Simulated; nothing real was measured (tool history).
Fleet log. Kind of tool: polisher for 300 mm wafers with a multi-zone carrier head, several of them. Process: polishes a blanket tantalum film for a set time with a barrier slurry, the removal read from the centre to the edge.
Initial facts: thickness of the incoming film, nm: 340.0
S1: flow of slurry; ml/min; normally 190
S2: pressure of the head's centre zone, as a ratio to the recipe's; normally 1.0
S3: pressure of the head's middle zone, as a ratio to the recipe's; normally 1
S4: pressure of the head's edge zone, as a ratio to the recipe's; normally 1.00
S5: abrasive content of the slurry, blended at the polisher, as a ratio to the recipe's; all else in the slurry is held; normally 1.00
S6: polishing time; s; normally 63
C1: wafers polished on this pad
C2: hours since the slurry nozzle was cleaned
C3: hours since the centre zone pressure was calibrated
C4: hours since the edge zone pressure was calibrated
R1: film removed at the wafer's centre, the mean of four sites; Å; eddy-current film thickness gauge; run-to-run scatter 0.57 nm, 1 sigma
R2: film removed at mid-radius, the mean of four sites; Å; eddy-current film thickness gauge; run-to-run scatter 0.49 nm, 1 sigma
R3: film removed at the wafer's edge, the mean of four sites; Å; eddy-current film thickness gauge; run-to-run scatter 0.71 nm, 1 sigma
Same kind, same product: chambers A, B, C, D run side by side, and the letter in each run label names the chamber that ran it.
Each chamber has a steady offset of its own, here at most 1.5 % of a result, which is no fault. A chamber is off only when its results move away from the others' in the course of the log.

Run 1B, day 0.154: usual settings; C1 237; C2 483.0; C3 577.2; C4 107.0. Result: R1 610.07 Å, R2 602.72 Å, R3 582.72 Å.
Run 2A, day 0.262: usual settings; C1 387; C2 172.1; C3 74.1; C4 568.2. Result: R1 600.80 Å, R2 592.28 Å, R3 596.02 Å.
Run 3D, day 0.446: usual settings; C1 1240; C2 304.9; C3 361.0; C4 231.0. Result: R1 578.79 Å, R2 604.29 Å, R3 586.77 Å.
Run 4C, day 0.592: usual settings; C1 443; C2 17.8; C3 122.9; C4 1013.0. Result: R1 593.71 Å, R2 593.90 Å, R3 587.67 Å.
Run 5A, day 0.688: usual settings; C1 492; C2 182.3; C3 84.3; C4 578.4. Result: R1 603.74 Å, R2 589.78 Å, R3 605.35 Å.
Run 6C, day 0.871: usual settings; C1 512; C2 24.5; C3 129.6; C4 1019.7. Result: R1 593.16 Å, R2 589.91 Å, R3 585.11 Å.
At day 0.921: chamber D: worn pad replaced by a new one.
Run 7B, day 1.004: usual settings but S4 1.10, S5 1.10; C1 447; C2 503.4; C3 597.6; C4 127.4. Result: R1 604.18 Å, R2 603.96 Å, R3 616.69 Å.
Run 8D, day 1.154: usual settings but S4 1.10, S5 1.10; C1 57; C2 321.9; C3 378.0; C4 248.0. Result: R1 607.59 Å, R2 610.32 Å, R3 650.34 Å.
Run 9B, day 1.250: usual settings but S4 1.10, S5 1.10; C1 507; C2 509.3; C3 603.5; C4 133.3. Result: R1 600.99 Å, R2 597.34 Å, R3 634.68 Å.
At day 1.279: chamber A: worn pad replaced by a new one.
Run 10C, day 1.338: usual settings but S4 1.10, S5 1.10; C1 627; C2 35.7; C3 140.8; C4 1030.9. Result: R1 596.71 Å, R2 613.69 Å, R3 638.27 Å.
Run 11D, day 1.517: usual settings; C1 147; C2 330.6; C3 386.7; C4 256.7. Result: R1 600.40 Å, R2 601.88 Å, R3 588.87 Å.
Run 12A, day 1.658: usual settings; C1 94; C2 205.6; C3 107.6; C4 601.7. Result: R1 611.61 Å, R2 594.33 Å, R3 583.87 Å.
Run 13B, day 1.771: usual settings; C1 636; C2 521.8; C3 616.0; C4 145.8. Result: R1 573.22 Å, R2 578.65 Å, R3 565.54 Å.
Run 14D, day 1.896: usual settings; C1 240; C2 339.7; C3 395.8; C4 265.8. Result: R1 602.58 Å, R2 594.62 Å, R3 580.87 Å.
Run 15C, day 2.067: usual settings but S5 0.75; C1 807; C2 53.2; C3 158.3; C4 1048.4. Result: R1 533.89 Å, R2 539.64 Å, R3 546.61 Å.
Run 16A, day 2.258: usual settings but S5 0.75; C1 242; C2 220.0; C3 122.0; C4 616.1. Result: R1 560.75 Å, R2 533.59 Å, R3 535.21 Å.
At day 2.262: chamber A: slurry nozzle cleaned.
Run 17D, day 2.358: usual settings but S5 0.75; C1 355; C2 350.8; C3 406.9; C4 276.9. Result: R1 543.04 Å, R2 541.02 Å, R3 533.45 Å.
Run 18A, day 2.538: usual settings but S5 0.75; C1 311; C2 6.6; C3 128.7; C4 622.8. Result: R1 552.56 Å, R2 538.87 Å, R3 544.22 Å.
Run 19B, day 2.671: usual settings; C1 858; C2 543.4; C3 637.6; C4 167.4. Result: R1 556.04 Å, R2 554.52 Å, R3 551.52 Å.
Run 20C, day 2.825: usual settings; C1 994; C2 71.4; C3 176.5; C4 1066.6. Result: R1 592.00 Å, R2 586.39 Å, R3 601.30 Å.
At day 2.854: chamber C: worn pad replaced by a new one.
Run 21C, day 2.954: usual settings; C1 24; C2 74.5; C3 179.6; C4 1069.7. Result: R1 586.80 Å, R2 598.37 Å, R3 596.08 Å.
Run 22D, day 3.092: usual settings; C1 536; C2 368.4; C3 424.5; C4 294.5. Result: R1 589.34 Å, R2 598.38 Å, R3 594.12 Å.
Run 23B, day 3.279: usual settings; C1 1008; C2 558.0; C3 652.2; C4 182.0. Result: R1 550.94 Å, R2 550.07 Å, R3 535.07 Å.
Run 24A, day 3.450: usual settings but S2 0.9, S4 1.11; C1 537; C2 28.5; C3 150.6; C4 644.7. Result: R1 538.83 Å, R2 589.30 Å, R3 630.51 Å.
Run 25B, day 3.538: usual settings but S2 0.9, S4 1.11; C1 1072; C2 564.2; C3 658.4; C4 188.2. Result: R1 481.98 Å, R2 539.08 Å, R3 556.29 Å.
Run 26A, day 3.638: usual settings but S2 0.9, S4 1.11; C1 583; C2 33.0; C3 155.1; C4 649.2. Result: R1 545.77 Å, R2 585.34 Å, R3 635.50 Å.
Run 27D, day 3.779: usual settings but S2 0.9, S4 1.11; C1 706; C2 384.9; C3 441.0; C4 311.0. Result: R1 525.88 Å, R2 590.38 Å, R3 626.40 Å.

Decide between three cases: one chamber stands off from its peers, the gauge reading all wafers drifts, or nothing is wrong past each chamber's small offset. Where a chamber is off, say which and what most likely put it there.

Little by little, chamber B moves away from the other chambers.
Most likely cause: removal rate lost through wear of the pad, % = 11.1.
The log may not tell that from: slurry flow missing at the pad, %.

Here are 4 candidates for chamber B's next run, each the usual settings with a change, their results left as question marks. Which one brings its results back in line with what the others give on the usual settings?
Allowed miss from the other chambers' usual-settings mean, per result, to count as in line: R1 20.00 Å; R2 17.00 Å; R3 24.00 Å
Run 28B-1, day 3.917: usual settings but S3 0.99, S4 1.01, S6 70 s. Result: R1 ?, R2 ?, R3 ?.
Run 28B-2, day 3.917: usual settings but S1 195 ml/min, S2 0.99, S3 0.98, S4 1.03, S5 1.05, S6 77 s. Result: R1 ?, R2 ?, R3 ?.
Run 28B-3, day 3.917: usual settings but S2 1.01, S3 1.02, S4 0.97, S5 0.95, S6 51 s. Result: R1 ?, R2 ?, R3 ?.
Run 28B-4, day 3.917: usual settings but S3 1.01, S4 0.99, S6 56 s. Result: R1 ?, R2 ?, R3 ?.

What the other chambers average on the usual settings: R1 595.68 Å; R2 592.60 Å; R3 590.11 Å
  run      R1      R2      R3
28B-1  591.36  586.36  581.10
28B-2  655.00  650.41  656.82
28B-3  429.24  432.52  408.14
28B-4  473.16  477.74  459.85
The right change is 28B-1: it brings the chamber back within the allowed miss of the others.
